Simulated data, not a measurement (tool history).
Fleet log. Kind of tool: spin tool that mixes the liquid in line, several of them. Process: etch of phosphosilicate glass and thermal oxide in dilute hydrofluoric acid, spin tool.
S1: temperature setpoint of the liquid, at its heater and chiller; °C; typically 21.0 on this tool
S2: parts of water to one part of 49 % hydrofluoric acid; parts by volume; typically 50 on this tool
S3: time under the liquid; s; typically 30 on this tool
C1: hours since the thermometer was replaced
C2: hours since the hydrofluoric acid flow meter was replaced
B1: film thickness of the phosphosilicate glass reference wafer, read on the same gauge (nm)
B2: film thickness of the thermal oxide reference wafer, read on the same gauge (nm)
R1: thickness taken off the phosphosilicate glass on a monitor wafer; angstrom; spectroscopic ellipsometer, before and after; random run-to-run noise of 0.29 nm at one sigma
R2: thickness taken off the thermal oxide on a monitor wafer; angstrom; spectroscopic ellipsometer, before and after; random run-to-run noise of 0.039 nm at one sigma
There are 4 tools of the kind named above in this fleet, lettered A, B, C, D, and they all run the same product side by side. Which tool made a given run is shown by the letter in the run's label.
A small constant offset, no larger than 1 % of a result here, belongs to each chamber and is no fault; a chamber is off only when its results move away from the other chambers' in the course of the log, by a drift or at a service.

run 1C day=0.317 | S1=21.0 S2=50 S3=30 | C1=453.0 C2=1936.9 | B1=100.010 B2=69.989 | R1=506.18 R2=25.100
run 2B day=0.908 | S1=21.0 S2=50 S3=30 | C1=114.1 C2=1079.4 | B1=99.992 B2=70.000 | R1=510.79 R2=24.985
run 3A day=1.225 | S1=21.0 S2=50 S3=30 | C1=1362.7 C2=704.9 | B1=99.992 B2=70.000 | R1=505.22 R2=24.649
run 4D day=1.629 | S1=21.0 S2=50 S3=30 | C1=1736.2 C2=703.0 | B1=99.992 B2=69.988 | R1=506.53 R2=24.299
run 5A day=2.062 | S1=21.0 S2=50 S3=30 | C1=1382.8 C2=725.0 | B1=99.989 B2=69.996 | R1=505.69 R2=24.468
-- day=2.075 chamber D: thermometer replaced
run 6B day=2.700 | S1=22.5 S2=50 S3=30 | C1=157.1 C2=1122.4 | B1=100.010 B2=69.991 | R1=533.18 R2=26.627
run 7C day=3.025 | S1=22.5 S2=50 S3=30 | C1=518.0 C2=2001.9 | B1=99.988 B2=69.989 | R1=536.81 R2=26.657
run 8D day=3.462 | S1=22.5 S2=50 S3=30 | C1=33.3 C2=747.0 | B1=100.010 B2=70.010 | R1=537.29 R2=26.205
-- day=3.575 chamber C: hydrofluoric acid flow meter replaced
run 9C day=4.100 | S1=22.5 S2=50 S3=30 | C1=543.8 C2=12.7 | B1=99.980 B2=70.016 | R1=539.15 R2=26.075
run 10D day=4.642 | S1=21.0 S2=50 S3=30 | C1=61.6 C2=775.3 | B1=100.020 B2=69.971 | R1=503.78 R2=25.084
run 11A day=5.179 | S1=21.0 S2=50 S3=30 | C1=1457.6 C2=799.8 | B1=100.020 B2=70.010 | R1=511.12 R2=24.330
run 12B day=5.529 | S1=21.0 S2=50 S3=30 | C1=225.0 C2=1190.3 | B1=100.030 B2=70.050 | R1=508.82 R2=23.975
run 13D day=5.983 | S1=21.0 S2=50 S3=30 | C1=93.8 C2=807.5 | B1=99.994 B2=70.007 | R1=512.32 R2=24.557
run 14B day=6.554 | S1=25.0 S2=50 S3=40 | C1=249.6 C2=1214.9 | B1=100.010 B2=69.934 | R1=795.05 R2=39.432
run 15C day=6.988 | S1=25.0 S2=50 S3=40 | C1=613.1 C2=82.0 | B1=100.020 B2=69.995 | R1=798.26 R2=39.058
run 16A day=7.279 | S1=25.0 S2=50 S3=40 | C1=1508.0 C2=850.2 | B1=99.997 B2=69.997 | R1=800.11 R2=38.869
run 17D day=7.650 | S1=25.0 S2=50 S3=40 | C1=133.8 C2=847.5 | B1=99.996 B2=69.961 | R1=796.90 R2=39.865
run 18C day=8.092 | S1=21.0 S2=60 S3=30 | C1=639.6 C2=108.5 | B1=100.010 B2=69.973 | R1=415.15 R2=20.145
run 19B day=8.646 | S1=21.0 S2=60 S3=30 | C1=299.8 C2=1265.1 | B1=99.989 B2=69.986 | R1=417.10 R2=20.457
run 20A day=8.996 | S1=21.0 S2=60 S3=30 | C1=1549.2 C2=891.4 | B1=100.020 B2=70.058 | R1=418.36 R2=20.502
run 21A day=9.379 | S1=21.0 S2=60 S3=30 | C1=1558.4 C2=900.6 | B1=100.020 B2=69.980 | R1=413.77 R2=20.853
run 22D day=9.942 | S1=21.0 S2=50 S3=30 | C1=188.8 C2=902.5 | B1=99.989 B2=69.974 | R1=502.06 R2=24.953
run 23C day=10.258 | S1=21.0 S2=50 S3=30 | C1=691.6 C2=160.5 | B1=100.010 B2=70.031 | R1=504.23 R2=24.604
run 24B day=10.775 | S1=21.0 S2=50 S3=30 | C1=350.9 C2=1316.2 | B1=99.992 B2=70.028 | R1=503.92 R2=24.785
run 25D day=11.404 | S1=21.0 S2=50 S3=30 | C1=223.9 C2=937.6 | B1=100.000 B2=70.021 | R1=503.54 R2=24.477

Next, all 4 chambers run the settings below, one line each with question marks for the results. What does each chamber give?
run 26A day=11.875 | S1=21.0 S2=50 S3=15 | R1=? R2=?
run 26B day=11.875 | S1=21.0 S2=50 S3=15 | R1=? R2=?
run 26C day=11.875 | S1=21.0 S2=50 S3=15 | R1=? R2=?
run 26D day=11.875 | S1=21.0 S2=50 S3=15 | R1=? R2=?

run=26A R1=253.28 R2=12.409
run=26B R1=249.56 R2=12.434
run=26C R1=252.18 R2=12.085
run=26D R1=253.91 R2=12.341
